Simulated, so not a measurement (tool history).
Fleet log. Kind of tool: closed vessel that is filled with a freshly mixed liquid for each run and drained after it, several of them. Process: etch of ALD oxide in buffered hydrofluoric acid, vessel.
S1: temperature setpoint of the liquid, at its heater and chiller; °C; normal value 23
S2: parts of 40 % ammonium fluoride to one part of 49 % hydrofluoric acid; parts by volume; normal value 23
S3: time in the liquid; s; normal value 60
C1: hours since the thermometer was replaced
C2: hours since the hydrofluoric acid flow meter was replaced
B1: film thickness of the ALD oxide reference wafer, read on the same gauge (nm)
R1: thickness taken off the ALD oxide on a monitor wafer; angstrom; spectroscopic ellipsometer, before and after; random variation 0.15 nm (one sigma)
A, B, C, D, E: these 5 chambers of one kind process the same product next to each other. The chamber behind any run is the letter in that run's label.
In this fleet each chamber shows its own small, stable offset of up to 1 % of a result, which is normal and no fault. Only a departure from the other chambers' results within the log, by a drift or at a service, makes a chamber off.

| run | hour | S1 | S2 | S3 | C1 | C2 | B1 | R1 |
|---|---|---|---|---|---|---|---|---|
| 1B | 10.5 | 23 | 23 | 60 | 134.1 | 509.5 | 140.03 | 328.51 |
| 2C | 17.3 | 23 | 23 | 60 | 1277.7 | 534.9 | 139.98 | 324.02 |
| 3D | 23.3 | 23 | 23 | 60 | 193 | 486.3 | 139.98 | 321.09 |
| 4A | 37 | 23 | 23 | 60 | 236.9 | 796.9 | 140.01 | 326.09 |
| 5E | 48.2 | 23 | 23 | 60 | 398.9 | 223.6 | 140 | 325.81 |
| 6C | 56.8 | 23 | 23 | 60 | 1317.2 | 574.4 | 140.02 | 323.62 |
| 7B | 69.3 | 23 | 23 | 60 | 192.9 | 568.3 | 140 | 325.63 |
| 8D | 81.4 | 23 | 23 | 60 | 251.1 | 544.4 | 139.99 | 322.81 |
|  | 82.7 | chamber D: hydrofluoric acid flow meter replaced |
| 9A | 91.8 | 23 | 23 | 60 | 291.7 | 851.7 | 140.01 | 326.78 |
| 10E | 102.9 | 23 | 23 | 60 | 453.6 | 278.3 | 140.01 | 325.7 |
| 11B | 109.1 | 23 | 16 | 85 | 232.7 | 608.1 | 140 | 633.9 |
| 12D | 119 | 23 | 16 | 85 | 288.7 | 36.3 | 140.01 | 630.37 |
| 13C | 128.2 | 23 | 16 | 85 | 1388.6 | 645.8 | 139.99 | 628.56 |
| 14A | 137.2 | 23 | 16 | 85 | 337.1 | 897.1 | 139.98 | 632.6 |
| 15E | 145 | 23 | 16 | 85 | 495.7 | 320.4 | 140 | 642.38 |
| 16A | 152.6 | 23 | 23 | 60 | 352.5 | 912.5 | 139.99 | 326.16 |
| 17E | 165.9 | 23 | 23 | 60 | 516.6 | 341.3 | 139.99 | 324.44 |
| 18C | 171.8 | 23 | 23 | 60 | 1432.2 | 689.4 | 140.01 | 323.7 |
| 19D | 183.3 | 25 | 27.5 | 60 | 353 | 100.6 | 139.99 | 318.87 |
| 20B | 192.1 | 25 | 27.5 | 60 | 315.7 | 691.1 | 140 | 317.97 |
| 21E | 201.7 | 25 | 27.5 | 60 | 552.4 | 377.1 | 140.02 | 320.52 |
| 22B | 213.7 | 25 | 27.5 | 60 | 337.3 | 712.7 | 139.99 | 314.54 |
| 23A | 225.4 | 25 | 27.5 | 60 | 425.3 | 985.3 | 140.02 | 323.5 |
| 24D | 232.5 | 23 | 23 | 60 | 402.2 | 149.8 | 139.99 | 320.78 |
| 25C | 239.4 | 23 | 23 | 60 | 1499.8 | 757 | 140 | 323.25 |
| 26B | 246.2 | 23 | 23 | 60 | 369.8 | 745.2 | 139.97 | 315.77 |
| 27E | 256.4 | 23 | 23 | 60 | 607.1 | 431.8 | 140.02 | 325.2 |
| 28A | 269 | 23 | 23 | 60 | 468.9 | 1028.9 | 140.02 | 326.45 |
| 29D | 277.1 | 27.5 | 23 | 45 | 446.8 | 194.4 | 139.99 | 307.7 |
| 30C | 290.9 | 27.5 | 23 | 45 | 1551.3 | 808.5 | 140.02 | 312.37 |
| 31B | 300.8 | 27.5 | 23 | 45 | 424.4 | 799.8 | 140 | 298.84 |
| 32E | 312.7 | 27.5 | 23 | 45 | 663.4 | 488.1 | 140.01 | 314.22 |
| 33A | 321.3 | 27.5 | 23 | 45 | 521.2 | 1081.2 | 140.05 | 312.37 |
| 34D | 327.5 | 23 | 23 | 60 | 497.2 | 244.8 | 140.02 | 322.08 |
| 35C | 334.7 | 23 | 23 | 60 | 1595.1 | 852.3 | 139.99 | 325.28 |
| 36C | 344.4 | 23 | 23 | 60 | 1604.8 | 862 | 139.99 | 326.86 |
| 37A | 353.7 | 23 | 23 | 60 | 553.6 | 1113.6 | 140.02 | 327.94 |
| 38D | 361.6 | 23 | 23 | 60 | 531.3 | 278.9 | 139.97 | 321.79 |
| 39B | 368.2 | 20.5 | 23 | 30 | 491.8 | 867.2 | 140 | 133.82 |
| 40E | 378.1 | 20.5 | 23 | 30 | 728.8 | 553.5 | 140.01 | 140.95 |
| 41D | 384.1 | 20.5 | 23 | 30 | 553.8 | 301.4 | 139.97 | 139.7 |

One chamber off, gauge drift, or nothing amiss beyond the chambers' own small offsets? If it is a chamber, which one, and what is the likeliest cause?

Chamber B drifts away from the others.
What lies behind it: hydrofluoric acid flow below the setpoint (%) = 8.86.
The log might look much the same if the cause were instead: liquid colder than its thermometer reads (K).

Chamber B could run next with any of the 4 candidate recipes listed below; each alters the usual settings, and their results appear as question marks. Which one brings its results back in line with what the other chambers deliver on the usual settings?
Allowed miss from the other chambers' usual-settings mean, per result, to count as in line: R1 5.1 angstrom
| 42B-1 | 394.1 | 23 | 25 | 60 |  |  |  | ? |
| 42B-2 | 394.1 | 23.5 | 22 | 60 |  |  |  | ? |
| 42B-3 | 394.1 | 23 | 22 | 60 |  |  |  | ? |
| 42B-4 | 394.1 | 22.5 | 23 | 60 |  |  |  | ? |

The other chambers' mean on the usual settings: R1 324.54 angstrom
| run | R1 |
|---|---|
| 42B-1 | 288.81 |
| 42B-2 | 324.01 |
| 42B-3 | 315.03 |
| 42B-4 | 297.16 |
42B-2 is the one that brings the chamber's results back in line with the other chambers.
